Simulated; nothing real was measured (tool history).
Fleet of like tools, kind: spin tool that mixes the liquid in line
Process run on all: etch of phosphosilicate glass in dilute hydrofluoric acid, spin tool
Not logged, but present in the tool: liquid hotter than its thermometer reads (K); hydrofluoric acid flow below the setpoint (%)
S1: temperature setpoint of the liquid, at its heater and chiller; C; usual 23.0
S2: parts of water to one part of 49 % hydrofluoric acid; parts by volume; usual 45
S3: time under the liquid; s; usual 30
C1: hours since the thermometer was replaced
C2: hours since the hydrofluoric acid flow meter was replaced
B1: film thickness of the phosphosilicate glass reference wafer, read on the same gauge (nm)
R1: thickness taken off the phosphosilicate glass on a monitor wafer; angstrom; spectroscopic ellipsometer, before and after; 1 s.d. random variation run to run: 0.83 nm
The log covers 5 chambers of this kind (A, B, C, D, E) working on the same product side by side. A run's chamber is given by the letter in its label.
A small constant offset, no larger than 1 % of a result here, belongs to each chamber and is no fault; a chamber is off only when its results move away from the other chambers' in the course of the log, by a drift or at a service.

{"run": "1E", "hour": 8.2, "S1": 23.0, "S2": 45, "S3": 30, "C1": 834.9, "C2": 1334.9, "B1": 120.01, "R1": 1369.0}
{"run": "2C", "hour": 16.9, "S1": 23.0, "S2": 45, "S3": 30, "C1": 334.6, "C2": 218.7, "B1": 120.0, "R1": 1382.1}
{"run": "3D", "hour": 25.0, "S1": 23.0, "S2": 45, "S3": 30, "C1": 89.9, "C2": 615.9, "B1": 120.0, "R1": 1363.5}
{"run": "4B", "hour": 32.0, "S1": 23.0, "S2": 45, "S3": 30, "C1": 407.6, "C2": 326.7, "B1": 119.98, "R1": 1364.3}
{"run": "5A", "hour": 38.2, "S1": 23.0, "S2": 45, "S3": 30, "C1": 1014.1, "C2": 1722.6, "B1": 120.0, "R1": 1363.6}
{"run": "6A", "hour": 46.2, "S1": 19.0, "S2": 45, "S3": 30, "C1": 1022.1, "C2": 1730.6, "B1": 120.0, "R1": 1146.5}
{"run": "7D", "hour": 50.7, "S1": 19.0, "S2": 45, "S3": 30, "C1": 115.6, "C2": 641.6, "B1": 120.01, "R1": 1175.2}
{"run": "8C", "hour": 55.6, "S1": 19.0, "S2": 45, "S3": 30, "C1": 373.3, "C2": 257.4, "B1": 119.97, "R1": 1163.4}
{"run": "9E", "hour": 64.5, "S1": 19.0, "S2": 45, "S3": 30, "C1": 891.2, "C2": 1391.2, "B1": 120.0, "R1": 1164.7}
{"run": "10B", "hour": 73.0, "S1": 19.0, "S2": 45, "S3": 30, "C1": 448.6, "C2": 367.7, "B1": 120.03, "R1": 1153.3}
{"run": "11E", "hour": 77.8, "S1": 23.0, "S2": 45, "S3": 30, "C1": 904.5, "C2": 1404.5, "B1": 119.99, "R1": 1365.9}
{"run": "12D", "hour": 82.2, "S1": 23.0, "S2": 45, "S3": 30, "C1": 147.1, "C2": 673.1, "B1": 119.99, "R1": 1383.6}
{"run": "13C", "hour": 86.4, "S1": 23.0, "S2": 45, "S3": 30, "C1": 404.1, "C2": 288.2, "B1": 119.99, "R1": 1377.8}
{"run": "14A", "hour": 93.8, "S1": 23.0, "S2": 45, "S3": 30, "C1": 1069.7, "C2": 1778.2, "B1": 120.01, "R1": 1363.5}
{"run": "15B", "hour": 102.3, "S1": 23.0, "S2": 45, "S3": 30, "C1": 477.9, "C2": 397.0, "B1": 119.98, "R1": 1371.0}
{"run": "16C", "hour": 111.1, "S1": 23.0, "S2": 45, "S3": 30, "C1": 428.8, "C2": 312.9, "B1": 120.0, "R1": 1362.5}
{"run": "17A", "hour": 119.2, "S1": 23.0, "S2": 45, "S3": 30, "C1": 1095.1, "C2": 1803.6, "B1": 119.97, "R1": 1364.9}
{"run": "18E", "hour": 125.6, "S1": 23.0, "S2": 45, "S3": 30, "C1": 952.3, "C2": 1452.3, "B1": 119.99, "R1": 1372.4}
{"run": "19D", "hour": 133.0, "S1": 23.0, "S2": 45, "S3": 30, "C1": 197.9, "C2": 723.9, "B1": 120.0, "R1": 1373.2}
{"run": "20B", "hour": 137.2, "S1": 23.0, "S2": 45, "S3": 30, "C1": 512.8, "C2": 431.9, "B1": 119.99, "R1": 1361.9}
{"run": "21C", "hour": 144.8, "S1": 23.0, "S2": 45, "S3": 30, "C1": 462.5, "C2": 346.6, "B1": 120.02, "R1": 1375.0}
{"run": "22D", "hour": 148.8, "S1": 23.0, "S2": 45, "S3": 30, "C1": 213.7, "C2": 739.7, "B1": 119.99, "R1": 1374.9}
{"run": "23E", "hour": 153.8, "S1": 23.0, "S2": 45, "S3": 30, "C1": 980.5, "C2": 1480.5, "B1": 120.0, "R1": 1383.3}
{"run": "24A", "hour": 162.2, "S1": 23.0, "S2": 45, "S3": 30, "C1": 1138.1, "C2": 1846.6, "B1": 119.99, "R1": 1350.3}
{"run": "25B", "hour": 168.7, "S1": 23.0, "S2": 45, "S3": 30, "C1": 544.3, "C2": 463.4, "B1": 120.0, "R1": 1366.6}
{"run": "26C", "hour": 173.2, "S1": 23.0, "S2": 45, "S3": 30, "C1": 490.9, "C2": 375.0, "B1": 120.0, "R1": 1357.1}
{"run": "27B", "hour": 177.9, "S1": 23.0, "S2": 45, "S3": 30, "C1": 553.5, "C2": 472.6, "B1": 119.97, "R1": 1371.8}
{"run": "28A", "hour": 183.7, "S1": 23.0, "S2": 45, "S3": 30, "C1": 1159.6, "C2": 1868.1, "B1": 120.01, "R1": 1373.3}
{"hour": 187.7, "done": "chamber A: hydrofluoric acid flow meter replaced"}
{"run": "29D", "hour": 189.2, "S1": 23.0, "S2": 45, "S3": 30, "C1": 254.1, "C2": 780.1, "B1": 120.01, "R1": 1386.7}
{"run": "30E", "hour": 196.3, "S1": 23.0, "S2": 45, "S3": 30, "C1": 1023.0, "C2": 1523.0, "B1": 120.01, "R1": 1361.1}
{"run": "31D", "hour": 204.3, "S1": 23.0, "S2": 45, "S3": 30, "C1": 269.2, "C2": 795.2, "B1": 120.0, "R1": 1386.0}
{"run": "32C", "hour": 208.9, "S1": 23.0, "S2": 45, "S3": 30, "C1": 526.6, "C2": 410.7, "B1": 120.03, "R1": 1384.2}
{"run": "33E", "hour": 214.9, "S1": 23.0, "S2": 45, "S3": 30, "C1": 1041.6, "C2": 1541.6, "B1": 120.01, "R1": 1372.2}
{"run": "34A", "hour": 221.9, "S1": 23.0, "S2": 65, "S3": 30, "C1": 1197.8, "C2": 34.3, "B1": 119.99, "R1": 912.13}

All 5 chambers run these settings next. Forecast each chamber's results:
{"run": "35A", "hour": 228.3, "S1": 19.5, "S2": 45, "S3": 30, "R1": "?"}
{"run": "35B", "hour": 228.3, "S1": 19.5, "S2": 45, "S3": 30, "R1": "?"}
{"run": "35C", "hour": 228.3, "S1": 19.5, "S2": 45, "S3": 30, "R1": "?"}
{"run": "35D", "hour": 228.3, "S1": 19.5, "S2": 45, "S3": 30, "R1": "?"}
{"run": "35E", "hour": 228.3, "S1": 19.5, "S2": 45, "S3": 30, "R1": "?"}

run=35A R1=1171.00
run=35B R1=1157.50
run=35C R1=1195.00
run=35D R1=1192.40
run=35E R1=1182.20
